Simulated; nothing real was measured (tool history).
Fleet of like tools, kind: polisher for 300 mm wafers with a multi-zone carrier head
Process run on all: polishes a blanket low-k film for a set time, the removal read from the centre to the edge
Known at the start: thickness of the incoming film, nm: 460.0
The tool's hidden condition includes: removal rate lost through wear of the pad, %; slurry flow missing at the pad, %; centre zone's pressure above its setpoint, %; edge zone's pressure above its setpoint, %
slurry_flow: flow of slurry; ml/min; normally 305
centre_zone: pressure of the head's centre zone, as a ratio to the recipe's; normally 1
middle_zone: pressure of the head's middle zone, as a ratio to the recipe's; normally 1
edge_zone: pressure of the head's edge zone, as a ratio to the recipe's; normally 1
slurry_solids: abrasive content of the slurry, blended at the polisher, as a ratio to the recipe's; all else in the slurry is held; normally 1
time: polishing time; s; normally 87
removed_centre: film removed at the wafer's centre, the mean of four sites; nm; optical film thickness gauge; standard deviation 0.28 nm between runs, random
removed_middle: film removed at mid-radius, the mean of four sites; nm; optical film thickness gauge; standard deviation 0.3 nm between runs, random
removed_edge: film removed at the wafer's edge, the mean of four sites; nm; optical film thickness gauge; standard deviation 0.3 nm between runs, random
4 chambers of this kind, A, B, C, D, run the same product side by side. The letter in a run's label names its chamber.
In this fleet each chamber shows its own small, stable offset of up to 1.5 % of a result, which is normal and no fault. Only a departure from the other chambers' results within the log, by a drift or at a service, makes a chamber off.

| run | hour | slurry_flow | centre_zone | middle_zone | edge_zone | slurry_solids | time | wafers polished on this pad | hours since the slurry nozzle was cleaned | hours since the centre zone pressure was calibrated | hours since the edge zone pressure was calibrated | removed_centre | removed_middle | removed_edge |
|---|---|---|---|---|---|---|---|---|---|---|---|---|---|---|
| 1C | 6.9 | 305 | 1 | 1 | 1 | 1 | 87 | 779 | 81.7 | 942.6 | 1219.2 | 25.047 | 24.869 | 24.601 |
| 2A | 14.2 | 305 | 1 | 1 | 1 | 1 | 87 | 372 | 171.8 | 138.3 | 25.6 | 25.295 | 25.583 | 24.895 |
| 3D | 21.3 | 305 | 1 | 1 | 1 | 1 | 87 | 467 | 304 | 823.9 | 106.8 | 24.81 | 25.905 | 25.063 |
| 4B | 28.1 | 305 | 1 | 1 | 1 | 1 | 87 | 1111 | 125.3 | 395.8 | 507.4 | 24.691 | 25.842 | 25.818 |
| 5D | 34.5 | 305 | 1 | 1 | 1 | 1 | 87 | 574 | 317.2 | 837.1 | 120 | 24.998 | 25.459 | 25.262 |
| 6A | 42.6 | 305 | 1 | 1 | 1 | 1 | 87 | 603 | 200.2 | 166.7 | 54 | 25.745 | 24.99 | 25.125 |
|  | 43 | chamber B: worn pad replaced by a new one |
| 7C | 48.4 | 305 | 1 | 1 | 1 | 1 | 87 | 1116 | 123.2 | 984.1 | 1260.7 | 24.594 | 24.852 | 25.481 |
| 8B | 52.2 | 305 | 1 | 1 | 1 | 1 | 87 | 75 | 149.4 | 419.9 | 531.5 | 25.222 | 25.345 | 24.915 |
| 9A | 60.7 | 305 | 1 | 1 | 1 | 1 | 87 | 750 | 218.3 | 184.8 | 72.1 | 25.415 | 25.587 | 25.166 |
| 10D | 67.9 | 305 | 1 | 1 | 1 | 1 | 87 | 846 | 350.6 | 870.5 | 153.4 | 24.348 | 24.915 | 24.423 |
|  | 72.1 | chamber C: worn pad replaced by a new one |
| 11C | 75.6 | 305 | 1 | 1 | 1 | 1 | 87 | 28 | 150.4 | 1011.3 | 1287.9 | 24.881 | 25.047 | 24.905 |
|  | 80.6 | chamber D: slurry nozzle cleaned |
| 12B | 80.8 | 305 | 1 | 1 | 1 | 1 | 87 | 307 | 178 | 448.5 | 560.1 | 24.962 | 25.497 | 25.652 |
| 13D | 89.3 | 305 | 1 | 1 | 1 | 1 | 87 | 1019 | 8.7 | 891.9 | 174.8 | 24.073 | 24.023 | 23.675 |
| 14A | 97.6 | 305 | 1 | 1 | 1 | 1 | 87 | 1049 | 255.2 | 221.7 | 109 | 25.344 | 25.122 | 25.425 |
| 15C | 105 | 305 | 1 | 1 | 1 | 1 | 87 | 267 | 179.8 | 1040.7 | 1317.3 | 25.764 | 24.943 | 25.135 |
| 16B | 109.7 | 305 | 1 | 1 | 1 | 1 | 87 | 542 | 206.9 | 477.4 | 589 | 25.348 | 25.483 | 25.295 |
| 17B | 116.9 | 305 | 1 | 1 | 1 | 1 | 87 | 600 | 214.1 | 484.6 | 596.2 | 24.959 | 25.196 | 24.993 |
| 18C | 124.5 | 265 | 1 | 1 | 1 | 1 | 87 | 425 | 199.3 | 1060.2 | 1336.8 | 24.446 | 24.352 | 24.671 |
|  | 127.3 | chamber C: centre zone pressure recalibrated |
| 19D | 129.6 | 265 | 1 | 1 | 1 | 1 | 87 | 1347 | 49 | 932.2 | 215.1 | 22.866 | 22.934 | 22.668 |
| 20A | 134.6 | 265 | 1 | 1 | 1 | 1 | 87 | 1350 | 292.2 | 258.7 | 146 | 25.04 | 25.097 | 24.922 |
| 21C | 139.8 | 265 | 1 | 1 | 1 | 1 | 87 | 549 | 214.6 | 12.6 | 1352.1 | 24.843 | 24.287 | 25.359 |
| 22B | 144.4 | 305 | 1 | 1 | 1 | 1 | 87 | 823 | 241.6 | 512.1 | 623.7 | 24.892 | 25.355 | 25.326 |
| 23D | 150.7 | 270 | 1.08 | 1 | 1 | 1 | 87 | 1518 | 70.1 | 953.3 | 236.2 | 23.922 | 21.941 | 21.648 |
|  | 150.8 | chamber A: worn pad replaced by a new one |
| 24A | 156.6 | 270 | 1.08 | 1 | 1 | 1 | 87 | 47 | 314.2 | 280.7 | 168 | 27.375 | 24.434 | 25.106 |

Has any chamber moved away from the others, gradually or after a service, or does the common gauge drift, or do the chambers differ only by their own small steady offsets? State the chamber and the most likely cause if one applies.

Chamber D drifts away from the others.
Cause: removal rate lost through wear of the pad, % = 14.1.

Which of the 4 candidates below, each the usual settings with something changed and its results left as question marks, puts chamber D back in line with what the other chambers give on the usual settings?
A result is in line if it is within this distance of the other chambers' mean on the usual settings: removed_centre 0.98 nm; removed_middle 1.1 nm; removed_edge 1 nm
| 25D-1 | 162.8 | 305 | 1 | 1 | 1 | 1 | 92 |  |  |  |  | ? | ? | ? |
| 25D-2 | 162.8 | 310 | 1 | 1 | 1.01 | 1.05 | 98 |  |  |  |  | ? | ? | ? |
| 25D-3 | 162.8 | 305 | 1 | 1 | 1 | 1 | 82 |  |  |  |  | ? | ? | ? |
| 25D-4 | 162.8 | 300 | 0.99 | 1 | 1 | 0.95 | 77 |  |  |  |  | ? | ? | ? |

On the usual settings, the other chambers give on average: removed_centre 25.262 nm; removed_middle 25.189 nm; removed_edge 25.245 nm
| run | removed_centre | removed_middle | removed_edge |
|---|---|---|---|
| 25D-1 | 22.888 | 22.907 | 23.204 |
| 25D-2 | 24.955 | 24.971 | 25.419 |
| 25D-3 | 20.4 | 20.417 | 20.682 |
| 25D-4 | 18.477 | 18.701 | 18.95 |
The answer is 25D-2, which returns the chamber to within the allowed miss of the others.
